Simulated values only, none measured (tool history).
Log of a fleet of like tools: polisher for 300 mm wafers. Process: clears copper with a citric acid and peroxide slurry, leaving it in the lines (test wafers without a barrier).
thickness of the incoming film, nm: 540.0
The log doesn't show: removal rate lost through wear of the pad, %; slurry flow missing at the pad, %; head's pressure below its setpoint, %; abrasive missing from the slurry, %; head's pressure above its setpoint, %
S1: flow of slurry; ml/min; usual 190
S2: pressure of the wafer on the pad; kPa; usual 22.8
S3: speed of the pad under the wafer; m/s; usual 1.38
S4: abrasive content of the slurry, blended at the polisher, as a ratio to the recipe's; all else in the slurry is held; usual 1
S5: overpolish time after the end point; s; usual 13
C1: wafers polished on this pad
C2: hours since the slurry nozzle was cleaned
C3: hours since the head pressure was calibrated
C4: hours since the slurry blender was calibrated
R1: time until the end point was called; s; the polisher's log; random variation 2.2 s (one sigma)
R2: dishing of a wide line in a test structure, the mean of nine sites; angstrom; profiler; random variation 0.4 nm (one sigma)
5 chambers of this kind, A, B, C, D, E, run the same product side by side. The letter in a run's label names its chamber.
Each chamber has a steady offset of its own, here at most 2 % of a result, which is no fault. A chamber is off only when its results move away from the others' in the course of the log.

| run | day | S1 | S2 | S3 | S4 | S5 | C1 | C2 | C3 | C4 | R1 | R2 |
|---|---|---|---|---|---|---|---|---|---|---|---|---|
| 1A | 0.358 | 190 | 22.8 | 1.38 | 1 | 13 | 407 | 526.8 | 490.6 | 33 | 150.38 | 290.18 |
| 2D | 0.783 | 190 | 22.8 | 1.38 | 1 | 13 | 1336 | 417.9 | 309 | 30.6 | 152.66 | 301.53 |
| 3E | 1.212 | 190 | 22.8 | 1.38 | 1 | 13 | 258 | 121.5 | 699.2 | 247.1 | 151.53 | 293.35 |
|  | 1.296 | chamber B: worn pad replaced by a new one |
|  | 1.308 | chamber C: worn pad replaced by a new one |
| 4C | 1.633 | 190 | 22.8 | 1.38 | 1 | 13 | 52 | 61.4 | 290.7 | 158.1 | 151.76 | 284.6 |
| 5B | 1.871 | 190 | 22.8 | 1.2 | 1 | 9 | 91 | 386.2 | 644.2 | 182.2 | 178.8 | 198.98 |
| 6E | 2.192 | 190 | 22.8 | 1.2 | 1 | 9 | 414 | 145 | 722.7 | 270.6 | 170.77 | 191.36 |
|  | 2.304 | chamber A: worn pad replaced by a new one |
|  | 2.483 | chamber D: worn pad replaced by a new one |
|  | 2.529 | chamber C: head pressure recalibrated |
|  | 2.562 | chamber A: head pressure recalibrated |
| 7C | 2.592 | 190 | 22.8 | 1.2 | 1 | 9 | 204 | 84.4 | 1.5 | 181.1 | 181.32 | 185.52 |
| 8B | 2.854 | 190 | 22.8 | 1.2 | 1 | 9 | 248 | 409.8 | 667.8 | 205.8 | 176.48 | 197.91 |
| 9A | 3.133 | 190 | 22.8 | 1.2 | 1 | 9 | 132 | 593.4 | 13.8 | 99.6 | 177.29 | 196.44 |
| 10D | 3.358 | 190 | 22.8 | 1.38 | 1 | 13 | 139 | 479.7 | 370.8 | 92.4 | 153.77 | 303.5 |
| 11B | 3.796 | 190 | 22.8 | 1.38 | 1 | 13 | 397 | 432.4 | 690.4 | 228.4 | 153.05 | 300.14 |
|  | 3.975 | chamber B: head pressure recalibrated |
| 12A | 4.025 | 190 | 22.8 | 1.38 | 1 | 13 | 273 | 614.8 | 35.2 | 121 | 154.41 | 296.39 |
| 13D | 4.25 | 190 | 22.8 | 1.38 | 1 | 13 | 280 | 501.1 | 392.2 | 113.8 | 153.27 | 294.52 |
| 14E | 4.579 | 190 | 22.8 | 1.38 | 1 | 13 | 793 | 202.3 | 780 | 327.9 | 149.76 | 292.12 |
|  | 4.779 | chamber E: slurry blender recalibrated |
| 15C | 4.933 | 190 | 22.8 | 1.38 | 1 | 13 | 576 | 140.6 | 57.7 | 237.3 | 152.45 | 286.09 |
| 16D | 5.346 | 190 | 22.8 | 1.38 | 1 | 13 | 455 | 527.4 | 418.5 | 140.1 | 155.09 | 298.79 |
| 17E | 5.742 | 190 | 22.8 | 1.38 | 1 | 13 | 978 | 230.2 | 807.9 | 23.2 | 156.09 | 291.24 |
|  | 6.008 | chamber A: worn pad replaced by a new one |
| 18B | 6.05 | 190 | 22.8 | 1.38 | 1 | 13 | 755 | 486.5 | 49.8 | 282.5 | 142.67 | 315.44 |
| 19C | 6.492 | 190 | 22.8 | 1.38 | 1 | 13 | 824 | 178 | 95.1 | 274.7 | 158.98 | 286.74 |
|  | 6.525 | chamber A: slurry blender recalibrated |
|  | 6.6 | chamber E: worn pad replaced by a new one |
|  | 6.704 | chamber B: slurry blender recalibrated |
| 20A | 6.875 | 190 | 22.8 | 1.38 | 1 | 13 | 137 | 683.2 | 103.6 | 8.5 | 152 | 293.21 |
| 21E | 7.254 | 190 | 22.8 | 1.38 | 1 | 13 | 104 | 266.5 | 844.2 | 59.5 | 154.64 | 290.01 |
|  | 7.396 | chamber B: worn pad replaced by a new one |
| 22B | 7.608 | 190 | 22.8 | 1.38 | 1 | 13 | 34 | 523.9 | 87.2 | 21.7 | 141.25 | 304.3 |
|  | 7.792 | chamber D: slurry blender recalibrated |
| 23A | 7.879 | 190 | 22.8 | 1.38 | 1 | 13 | 297 | 707.3 | 127.7 | 32.6 | 152.83 | 292.69 |
| 24D | 8.279 | 190 | 22.8 | 1.38 | 1 | 13 | 921 | 597.8 | 488.9 | 11.7 | 155.14 | 290.68 |
|  | 8.329 | chamber C: slurry blender recalibrated |
| 25C | 8.488 | 165 | 22.8 | 1.38 | 1.25 | 13 | 1141 | 225.9 | 143 | 3.8 | 150.89 | 287.68 |
| 26A | 8.75 | 165 | 22.8 | 1.38 | 1.25 | 13 | 435 | 728.2 | 148.6 | 53.5 | 149.76 | 308.66 |
|  | 8.775 | chamber C: worn pad replaced by a new one |
| 27D | 9.096 | 165 | 22.8 | 1.38 | 1.25 | 13 | 1051 | 617.4 | 508.5 | 31.3 | 148.44 | 301.75 |
| 28E | 9.421 | 165 | 22.8 | 1.38 | 1.25 | 13 | 448 | 318.5 | 896.2 | 111.5 | 147.27 | 301.76 |
| 29C | 9.754 | 165 | 22.8 | 1.38 | 1.25 | 13 | 155 | 256.3 | 173.4 | 34.2 | 151.14 | 296.67 |
| 30B | 10.133 | 190 | 22.8 | 1.38 | 1 | 13 | 435 | 584.5 | 147.8 | 82.3 | 139.68 | 314.41 |
| 31C | 10.542 | 190 | 22.8 | 1.38 | 1 | 13 | 280 | 275.2 | 192.3 | 53.1 | 155.67 | 291.01 |

Next, every chamber runs the same settings. What will each give?
| 32A | 10.875 | 190 | 22.8 | 1.54 | 1 | 13 |  |  |  |  | ? | ? |
| 32B | 10.875 | 190 | 22.8 | 1.54 | 1 | 13 |  |  |  |  | ? | ? |
| 32C | 10.875 | 190 | 22.8 | 1.54 | 1 | 13 |  |  |  |  | ? | ? |
| 32D | 10.875 | 190 | 22.8 | 1.54 | 1 | 13 |  |  |  |  | ? | ? |
| 32E | 10.875 | 190 | 22.8 | 1.54 | 1 | 13 |  |  |  |  | ? | ? |

| run | R1 | R2 |
|---|---|---|
| 32A | 136.21 | 314.78 |
| 32B | 128.8 | 336.55 |
| 32C | 134.5 | 313.21 |
| 32D | 137.77 | 328.89 |
| 32E | 135.17 | 315.79 |

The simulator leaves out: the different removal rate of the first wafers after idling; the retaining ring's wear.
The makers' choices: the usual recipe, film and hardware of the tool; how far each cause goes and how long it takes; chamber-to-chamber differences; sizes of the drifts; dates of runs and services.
